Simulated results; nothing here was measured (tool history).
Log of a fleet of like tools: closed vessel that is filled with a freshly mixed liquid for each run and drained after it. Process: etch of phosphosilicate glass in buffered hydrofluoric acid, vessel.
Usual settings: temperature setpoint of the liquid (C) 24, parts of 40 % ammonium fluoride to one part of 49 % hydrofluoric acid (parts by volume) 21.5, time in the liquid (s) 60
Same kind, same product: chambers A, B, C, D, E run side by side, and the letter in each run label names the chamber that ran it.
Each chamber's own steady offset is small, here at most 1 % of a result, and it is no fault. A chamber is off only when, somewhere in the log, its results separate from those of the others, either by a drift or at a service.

| run | hour | temperature setpoint of the liquid (C) | parts of 40 % ammonium fluoride to one part of 49 % hydrofluoric acid (parts by volume) | time in the liquid (s) | read-back film thickness of the phosphosilicate glass reference wafer, read on the same gauge (nm) | thickness taken off the phosphosilicate glass on a monitor wafer (nm) |
|---|---|---|---|---|---|---|
|  | 2.3 | chamber C: thermometer replaced |
| 1B | 6.1 | 24 | 21.5 | 60 | 29.991 | 172.82 |
| 2A | 9.9 | 24 | 21.5 | 60 | 30.016 | 172.1 |
| 3C | 15.7 | 24 | 21.5 | 60 | 30.005 | 171.93 |
| 4D | 24 | 24 | 21.5 | 60 | 29.982 | 172.33 |
| 5E | 28.8 | 24 | 21.5 | 60 | 29.991 | 172.44 |
| 6C | 33 | 24 | 21.5 | 60 | 29.966 | 173.49 |
| 7A | 36.8 | 24 | 21.5 | 60 | 29.945 | 172.2 |
| 8B | 44.3 | 24 | 21.5 | 60 | 30.038 | 172.3 |
| 9E | 49.2 | 24 | 21.5 | 60 | 29.978 | 172.57 |
| 10D | 55.1 | 24 | 21.5 | 40 | 30.038 | 115.06 |
| 11D | 58.9 | 24 | 21.5 | 40 | 29.962 | 115.9 |
| 12C | 67.3 | 24 | 21.5 | 40 | 30.01 | 115.26 |
| 13E | 74.2 | 24 | 21.5 | 40 | 29.986 | 114.56 |
| 14B | 80.9 | 24 | 21.5 | 40 | 29.988 | 115.46 |
| 15A | 87.2 | 24 | 21.5 | 60 | 30.034 | 172.42 |
| 16D | 91.4 | 24 | 21.5 | 60 | 30.005 | 172.41 |
| 17C | 99.7 | 24 | 21.5 | 60 | 29.972 | 172.18 |
| 18A | 108.2 | 24 | 21.5 | 60 | 29.981 | 171.44 |
| 19B | 116.7 | 24 | 21.5 | 60 | 30.019 | 171.71 |
| 20E | 123.6 | 24 | 21.5 | 60 | 30.002 | 172.32 |
| 21E | 131.2 | 24 | 21.5 | 60 | 29.972 | 171.64 |
| 22B | 135.6 | 24 | 21.5 | 60 | 29.989 | 172.06 |
| 23A | 143 | 24 | 21.5 | 60 | 29.975 | 171.1 |
|  | 148.2 | chamber C: hydrofluoric acid flow meter replaced |
| 24D | 151.3 | 24 | 21.5 | 75 | 29.991 | 210.57 |
| 25C | 155.1 | 24 | 21.5 | 75 | 29.982 | 217.57 |
| 26C | 160.2 | 24 | 21.5 | 75 | 30.031 | 218.39 |
| 27E | 165.5 | 24 | 21.5 | 75 | 30.036 | 215.38 |
| 28D | 171.7 | 24 | 21.5 | 75 | 29.968 | 210.67 |
| 29B | 178.5 | 24 | 21.5 | 60 | 30.033 | 172.39 |
| 30A | 184.6 | 24 | 21.5 | 60 | 30.021 | 169.37 |
| 31D | 191.4 | 24 | 21.5 | 85 | 29.944 | 237.91 |
| 32A | 199.6 | 24 | 21.5 | 85 | 30.001 | 243.27 |
| 33C | 205.6 | 24 | 21.5 | 85 | 30.02 | 245.74 |
| 34B | 213.5 | 24 | 21.5 | 85 | 30 | 245.09 |

Is one chamber off against the others, does the gauge drift, or is nothing wrong? If a chamber is off, say which, and what the likeliest cause is.

It is chamber D that slowly wanders off from its peers.
What lies behind it: liquid colder than its thermometer reads (K) = 0.778.
The log might look much the same if the cause were instead: hydrofluoric acid flow below the setpoint (%).

Chamber D could run next with any of the 4 candidate recipes listed below; each alters the usual settings, and their results appear as question marks. Which one brings its results back in line with what the other chambers deliver on the usual settings?
In line means no further than this from the other chambers' mean on the usual settings: thickness taken off the phosphosilicate glass on a monitor wafer (nm) 2.5
| 35D-1 | 219.6 | 24 | 23 | 60 |  | ? |
| 35D-2 | 219.6 | 24.5 | 21 | 60 |  | ? |
| 35D-3 | 219.6 | 24 | 21 | 60 |  | ? |
| 35D-4 | 219.6 | 24 | 22 | 60 |  | ? |

The mean the other chambers reach with the usual settings: thickness taken off the phosphosilicate glass on a monitor wafer (nm) 172.46
| run | thickness taken off the phosphosilicate glass on a monitor wafer (nm) |
|---|---|
| 35D-1 | 158.2 |
| 35D-2 | 173.05 |
| 35D-3 | 168.27 |
| 35D-4 | 163.05 |
It is 35D-2 that realigns the chamber with its peers.
